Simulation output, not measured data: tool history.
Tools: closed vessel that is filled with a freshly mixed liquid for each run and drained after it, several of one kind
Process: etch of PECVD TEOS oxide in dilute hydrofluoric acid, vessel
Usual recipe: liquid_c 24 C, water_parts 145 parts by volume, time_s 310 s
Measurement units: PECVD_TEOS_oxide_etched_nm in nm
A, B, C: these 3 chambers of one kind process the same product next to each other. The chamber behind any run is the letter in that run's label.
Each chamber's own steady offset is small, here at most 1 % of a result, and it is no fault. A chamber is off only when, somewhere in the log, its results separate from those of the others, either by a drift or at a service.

run	day	liquid_c	water_parts	time_s	read-back film thickness of the PECVD TEOS oxide reference wafer, read on the same gauge (nm)	PECVD_TEOS_oxide_etched_nm
1B	0.354	24	145	310	79.999	20.995
2A	0.667	24	145	310	79.966	20.645
3C	1.029	24	145	310	80.011	20.975
4A	1.521	24	145	310	80.015	20.660
5B	1.921	24	145	310	80.022	20.934
6C	2.183	24	145	310	80.003	20.920
7B	2.438	24	145	310	79.989	20.957
8A	2.812	24	145	310	79.985	20.743
9C	3.075	24	145	310	80.028	20.759
10A	3.433	24	145	310	80.013	20.645
11C	3.688	22	175	310	80.013	15.504
12B	4.158	22	175	310	80.008	15.542
13C	4.650	22	175	310	80.001	15.358
14A	5.062	28	105	310	79.984	35.256
15B	5.496	28	105	310	80.023	35.696
16B	5.762	28	105	310	80.005	35.581
17A	6.233	24	145	310	80.001	20.689
18C	6.646	21	205	310	80.020	12.199
19A	7.108	21	205	310	79.997	12.077
20B	7.375	21	205	310	79.999	12.357
21C	7.675	24	145	310	79.976	20.451
22C	8.000	24	195	310	79.976	14.495
23A	8.492	24	195	310	80.028	14.563
24B	8.946	24	195	310	79.989	14.683
25B	9.421	24	145	310	80.002	21.006
26A	9.717	24	145	310	79.990	20.770
27C	10.208	24	145	310	79.989	20.279
28B	10.708	24	145	310	80.007	20.853
29C	11.200	24	145	310	80.005	20.237
# day 11.679: chamber B: thermometer replaced
30A	11.696	24	145	310	79.984	20.648
# day 11.921: chamber A: hydrofluoric acid flow meter replaced
31A	12.117	24	145	310	79.977	20.652
32B	12.496	24	145	310	80.037	20.912
33C	12.829	24	145	310	79.990	20.147
34C	13.296	24	145	310	80.006	20.039
35A	13.562	24	145	310	80.008	20.776
36B	14.083	24	145	310	79.968	21.055
37A	14.412	24	145	310	79.988	20.635
38B	14.704	24	145	310	80.001	20.934

All chambers now run identical settings, listed one chamber a line with results as question marks. What results will each chamber show?
39A	15.083	24	110	310		?
39B	15.083	24	110	310		?
39C	15.083	24	110	310		?

run	PECVD_TEOS_oxide_etched_nm
39A	28.635
39B	28.823
39C	27.555
